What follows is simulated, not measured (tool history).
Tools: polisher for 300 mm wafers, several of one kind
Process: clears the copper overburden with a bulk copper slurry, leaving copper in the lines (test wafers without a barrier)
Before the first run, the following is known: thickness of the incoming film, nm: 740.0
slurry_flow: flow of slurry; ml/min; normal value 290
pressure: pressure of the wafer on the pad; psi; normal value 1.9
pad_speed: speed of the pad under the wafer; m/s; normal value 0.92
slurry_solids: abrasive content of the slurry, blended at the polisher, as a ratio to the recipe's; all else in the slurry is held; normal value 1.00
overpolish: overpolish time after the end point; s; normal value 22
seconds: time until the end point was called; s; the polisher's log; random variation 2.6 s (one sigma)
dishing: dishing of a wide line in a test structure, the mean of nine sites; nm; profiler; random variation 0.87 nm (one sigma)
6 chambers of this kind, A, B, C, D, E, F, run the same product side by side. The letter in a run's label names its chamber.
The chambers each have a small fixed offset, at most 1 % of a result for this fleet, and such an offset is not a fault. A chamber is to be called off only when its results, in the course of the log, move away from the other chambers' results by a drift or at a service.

run,hour,slurry_flow,pressure,pad_speed,slurry_solids,overpolish,seconds,dishing
# hour 0.7: chamber D: slurry nozzle cleaned
1D,3.8,290,1.9,0.92,1.00,22,153.17,57.675
2F,7.6,290,1.9,0.92,1.00,22,148.65,58.271
3B,10.1,290,1.9,0.92,1.00,22,147.61,59.224
4C,12.6,290,1.9,0.92,1.00,22,152.19,59.053
5A,15.8,290,1.9,0.92,1.00,22,152.51,59.658
6E,18.6,290,1.9,0.92,1.00,22,149.88,58.683
# hour 21.1: chamber C: worn pad replaced by a new one
7A,22.1,290,1.9,0.92,1.00,22,148.43,58.615
8E,24.0,290,1.9,0.92,1.00,22,150.89,58.554
9B,27.6,290,1.9,0.92,1.00,22,148.34,58.122
10C,30.8,290,1.9,0.92,1.00,22,153.98,58.078
# hour 32.6: chamber E: worn pad replaced by a new one
11F,33.3,290,1.9,0.92,1.00,22,148.47,60.838
12D,36.0,290,1.9,0.92,1.00,22,153.38,59.099
13E,39.0,290,1.9,0.92,1.00,22,148.97,58.538
14B,40.9,290,1.9,0.92,1.00,22,144.95,59.774
# hour 42.6: chamber D: worn pad replaced by a new one
# hour 43.6: chamber F: slurry blender recalibrated
15F,44.1,290,1.9,0.92,1.00,22,148.62,59.176
16C,46.7,290,1.9,0.92,1.00,22,152.63,58.855
# hour 47.2: chamber B: slurry blender recalibrated
17D,48.8,370,1.9,0.92,1.00,22,144.90,59.588
18A,51.1,370,1.9,0.92,1.00,22,151.10,60.008
19F,53.8,370,1.9,0.92,1.00,22,147.27,60.854
# hour 55.3: chamber C: slurry nozzle cleaned
20C,56.9,370,1.9,0.92,1.00,22,151.87,58.607
21B,61.1,370,1.9,0.92,1.00,22,145.46,59.161
22A,64.0,370,1.9,0.92,1.00,22,143.86,58.589
23D,68.2,290,1.9,0.92,1.00,22,152.12,57.669
24E,70.3,290,1.9,0.92,1.00,22,154.36,58.943
# hour 71.0: chamber A: slurry blender recalibrated
25F,72.6,290,1.9,0.92,1.00,22,152.15,61.070
26D,75.4,290,1.9,0.92,1.00,22,157.00,60.404
27E,77.5,290,1.9,0.92,1.00,22,142.88,57.944
# hour 78.4: chamber D: slurry blender recalibrated
28A,81.8,290,1.9,0.92,1.00,22,153.01,59.069
29B,86.0,290,1.9,0.92,1.00,22,158.83,58.436
30C,88.8,290,1.9,0.92,1.00,22,154.68,58.256
31D,91.1,290,1.9,0.92,1.00,22,154.95,58.595
32E,94.6,290,1.9,0.92,1.00,22,151.83,59.031
33C,97.6,290,1.2,0.92,1.15,22,232.40,40.426
34F,101.0,290,1.2,0.92,1.15,22,240.82,40.762
35A,103.9,290,1.2,0.92,1.15,22,229.21,41.926
36B,108.1,290,1.2,0.92,1.15,22,255.54,38.988
37C,111.8,290,1.2,0.92,1.15,22,228.74,40.844
38D,113.7,290,1.2,0.92,1.15,22,239.50,40.429
39F,117.3,290,1.9,0.92,1.00,22,151.34,58.840
40E,120.0,290,1.9,1.06,1.00,22,132.29,64.717
41B,123.2,290,1.9,1.06,1.00,22,146.45,59.590

What goes on in this fleet: one chamber off, a drifting gauge, or nothing beyond the chambers' own small offsets? Name the chamber and the cause, if any.

Chamber B drifts away from the others.
Most likely cause: removal rate lost through wear of the pad, % = 11.8.
Not necessarily distinguishable in this log from: head's pressure below its setpoint, %.

Here are 4 candidates for chamber B's next run, each the usual settings with a change, their results left as question marks. Which one brings its results back in line with what the others give on the usual settings?
To be in line, a result may differ from the other chambers' mean on the usual settings by at most: seconds 9.10 s; dishing 3.000 nm
42B-1,126.3,285,1.7,0.82,1.00,23,?,?
42B-2,126.3,295,2.1,1.02,1.00,22,?,?
42B-3,126.3,290,1.8,0.88,1.00,22,?,?
42B-4,126.3,290,2.0,0.96,1.00,22,?,?

Usual-settings mean across the other chambers: seconds 150.89 s; dishing 58.851 nm
run,seconds,dishing
42B-1,211.54,47.441
42B-2,136.95,63.824
42B-3,185.75,50.817
42B-4,153.09,58.905
It is 42B-4 that realigns the chamber with its peers.

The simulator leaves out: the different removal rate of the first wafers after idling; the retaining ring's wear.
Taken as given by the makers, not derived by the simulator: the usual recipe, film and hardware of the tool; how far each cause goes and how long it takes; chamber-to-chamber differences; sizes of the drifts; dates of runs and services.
